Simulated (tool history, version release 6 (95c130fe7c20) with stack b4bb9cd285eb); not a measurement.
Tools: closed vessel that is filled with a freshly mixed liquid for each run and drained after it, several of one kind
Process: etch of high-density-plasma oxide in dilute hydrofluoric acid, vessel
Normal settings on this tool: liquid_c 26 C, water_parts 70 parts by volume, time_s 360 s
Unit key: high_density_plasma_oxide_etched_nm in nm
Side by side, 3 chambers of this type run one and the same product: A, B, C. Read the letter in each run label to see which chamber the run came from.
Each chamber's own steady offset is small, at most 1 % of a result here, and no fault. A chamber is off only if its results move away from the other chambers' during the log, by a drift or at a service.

run,hour,liquid_c,water_parts,time_s,"read-back film thickness of the high-density-plasma oxide reference wafer, read on the same gauge (nm)",high_density_plasma_oxide_etched_nm
# hour 2.1: chamber A: thermometer replaced
1C,4,26,70,360,90.001,47.081
2B,9.8,26,70,360,89.982,46.777
3A,14.5,26,70,360,90.03,46.641
4C,22.4,26,70,360,89.997,47.769
5A,30.2,26,45,290,89.984,60.164
6B,38.8,26,45,290,89.973,60.597
7C,43.6,26,45,290,90.004,61.707
8A,47.4,29.5,70,160,90.023,24.222
9B,52.1,29.5,70,160,89.989,23.768
10A,59.6,29.5,70,160,90.007,24.248
# hour 63.6: chamber C: hydrofluoric acid flow meter replaced
11B,66,26,70,360,90.025,47.305
12C,70.7,26,70,360,90.018,47.008
13C,78.8,26,70,360,89.99,47.642
14B,86,26,70,360,89.971,47.091
15A,91,26,50,360,89.973,68.037
16B,97.4,26,50,360,89.988,68.429
17C,105.3,26,50,360,90.023,67.869
18A,112.8,26,70,360,89.992,47.051
19B,120.3,30,70,360,90.006,55.589
20C,124.1,30,70,360,89.995,55.244
21A,130.9,30,70,360,89.994,54.812
22B,134.9,26,70,360,89.99,47.986
23C,142.5,26,70,360,90.037,46.956
24A,148,26,70,360,89.962,46.945
25B,155.2,26,70,360,90.003,48.625
26C,163.9,26,70,360,89.99,47.58
27A,170.6,26,70,360,89.996,46.185
28C,177.6,26,70,360,90.018,47.458
29B,185.5,26,70,360,90.019,48.163
30A,191.3,26,70,360,89.989,47.161
31C,196.8,26,80,360,89.989,41.089
32B,204.9,26,80,360,89.986,42.038
33A,210.5,26,80,360,89.984,40.929
34C,218.9,26,70,360,89.973,47.024
35B,223.1,26,70,360,89.989,49.565
36A,229.7,26,70,360,89.988,47.503
37B,236.4,26,70,360,89.991,48.871
38C,240.2,26,70,360,90.002,46.84
39A,244.7,26,70,360,89.993,47.718
40C,248.5,26,70,360,90.023,47.483

Each of the 3 chambers runs these same settings next. Fill in every chamber's results:
41A,254.7,26,70,160,,?
41B,254.7,26,70,160,,?
41C,254.7,26,70,160,,?

run,high_density_plasma_oxide_etched_nm
41A,21.089
41B,21.984
41C,21.231

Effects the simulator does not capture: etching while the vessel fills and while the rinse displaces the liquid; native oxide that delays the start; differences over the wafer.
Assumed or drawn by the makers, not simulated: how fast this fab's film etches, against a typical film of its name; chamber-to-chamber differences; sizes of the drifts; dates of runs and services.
